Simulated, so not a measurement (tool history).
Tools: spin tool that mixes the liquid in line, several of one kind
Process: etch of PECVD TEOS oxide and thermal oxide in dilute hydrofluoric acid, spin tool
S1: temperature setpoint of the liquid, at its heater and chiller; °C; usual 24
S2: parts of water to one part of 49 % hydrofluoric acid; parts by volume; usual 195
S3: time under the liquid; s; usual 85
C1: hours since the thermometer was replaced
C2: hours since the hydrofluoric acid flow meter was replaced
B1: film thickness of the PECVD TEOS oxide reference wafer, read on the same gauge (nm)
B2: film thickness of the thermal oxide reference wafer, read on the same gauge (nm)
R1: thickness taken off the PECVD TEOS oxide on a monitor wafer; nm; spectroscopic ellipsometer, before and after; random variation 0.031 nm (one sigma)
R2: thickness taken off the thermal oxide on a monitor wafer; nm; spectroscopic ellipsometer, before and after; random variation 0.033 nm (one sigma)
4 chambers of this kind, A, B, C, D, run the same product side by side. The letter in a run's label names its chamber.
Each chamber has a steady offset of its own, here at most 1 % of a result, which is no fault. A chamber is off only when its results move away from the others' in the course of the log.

run	hour	S1	S2	S3	C1	C2	B1	B2	R1	R2
1B	5.3	24	195	85	1085.7	1989	80.015	40.014	7.1027	1.8438
# hour 12.5: chamber B: thermometer replaced
2C	17.1	24	195	85	176.1	768.3	80.007	39.978	7.0443	1.7935
3A	26.9	24	195	85	2089.9	1163.6	79.993	39.944	7.0861	1.857
4D	32.4	24	195	85	490.1	484.9	79.994	40.006	6.974	1.8862
5D	40.1	24	95	40	497.8	492.6	80.019	39.973	7.4338	1.9778
6C	50.1	24	95	40	209.1	801.3	80.006	39.986	7.5628	1.9759
7A	57.9	24	95	40	2120.9	1194.6	79.98	40.04	7.5966	2.023
8B	64.4	24	95	40	51.9	2048.1	79.989	40.002	7.7976	1.9937
9C	74.4	25.5	195	85	233.4	825.6	79.987	40.018	7.4029	1.9193
10A	81.9	25.5	195	85	2144.9	1218.6	79.984	40.028	7.4868	1.9269
11B	93.8	25.5	195	85	81.3	2077.5	80.016	40.05	7.4583	1.9349
12D	101	25.5	195	85	558.7	553.5	79.967	39.986	7.3686	1.9489
13D	113	24	195	85	570.7	565.5	80.026	40.046	6.9827	1.8377
14A	123.6	24	195	85	2186.6	1260.3	79.998	39.972	7.0123	1.8224
15B	130.6	24	195	85	118.1	2114.3	79.982	39.998	7.0348	1.8508
16C	141.2	24	195	85	300.2	892.4	79.969	39.958	7.0131	1.8407
17D	151.9	24	195	85	609.6	604.4	80.005	39.996	7.0727	1.7601
18C	158.5	24	155	45	317.5	909.7	80.001	40.031	4.88	1.2657
19A	164	24	155	45	2227	1300.7	80.013	39.983	4.8735	1.2547
20B	173.7	24	155	45	161.2	2157.4	80.015	40.018	4.9262	1.2793
21C	183.2	24	155	45	342.2	934.4	80.041	40.038	4.9128	1.2319
22D	191.3	24	195	85	649	643.8	80.008	39.993	6.9472	1.8356
23A	201	24	195	85	2264	1337.7	80.014	39.997	7.0641	1.8041
24B	209.4	24	195	85	196.9	2193.1	80.009	39.963	7.0252	1.7874
25D	218.4	24	195	85	676.1	670.9	80.002	40.012	6.9504	1.815
26B	230.4	24	195	85	217.9	2214.1	79.974	40.002	7.0584	1.8893
27A	239.2	24	195	85	2302.2	1375.9	79.986	40.037	7.0692	1.7688
28C	246.2	24	195	85	405.2	997.4	80.021	40.055	7.01	1.8096
29C	257.3	24	195	85	416.3	1008.5	80.007	39.963	7.0394	1.8193
30A	262.9	24	195	85	2325.9	1399.6	79.996	40.004	7.076	1.8497
31B	268.4	24	195	85	255.9	2252.1	80.001	40.003	7.0691	1.8458
32D	277.3	24	195	85	735	729.8	79.97	40.006	6.9774	1.8158
33C	288	24	195	85	447	1039.2	80.024	39.973	7.085	1.8303
34A	296.4	24	195	85	2359.4	1433.1	79.997	39.973	7.0402	1.8605
35D	303.4	24	195	85	761.1	755.9	80.012	40.013	7.0023	1.8683
36B	315.1	24	195	85	302.6	2298.8	79.989	39.976	7.0061	1.8734
37A	323.5	24	195	85	2386.5	1460.2	79.995	39.974	7.0227	1.8473
38D	334.8	24	195	85	792.5	787.3	79.971	39.98	6.9412	1.825
39C	346.8	24	195	85	505.8	1098	80.003	40.037	7.0777	1.7958
40B	355.5	24	195	85	343	2339.2	80.01	40.01	7.0391	1.7998
41D	363.3	24	195	85	821	815.8	80.012	39.963	6.9824	1.8194
42B	374.1	24	195	85	361.6	2357.8	79.988	40.05	7.0512	1.8518

Is one chamber off against the others, does the gauge drift, or is nothing wrong? If a chamber is off, say which, and what the likeliest cause is.

No chamber stands off beyond its own small offset, and the gauge holds steady.
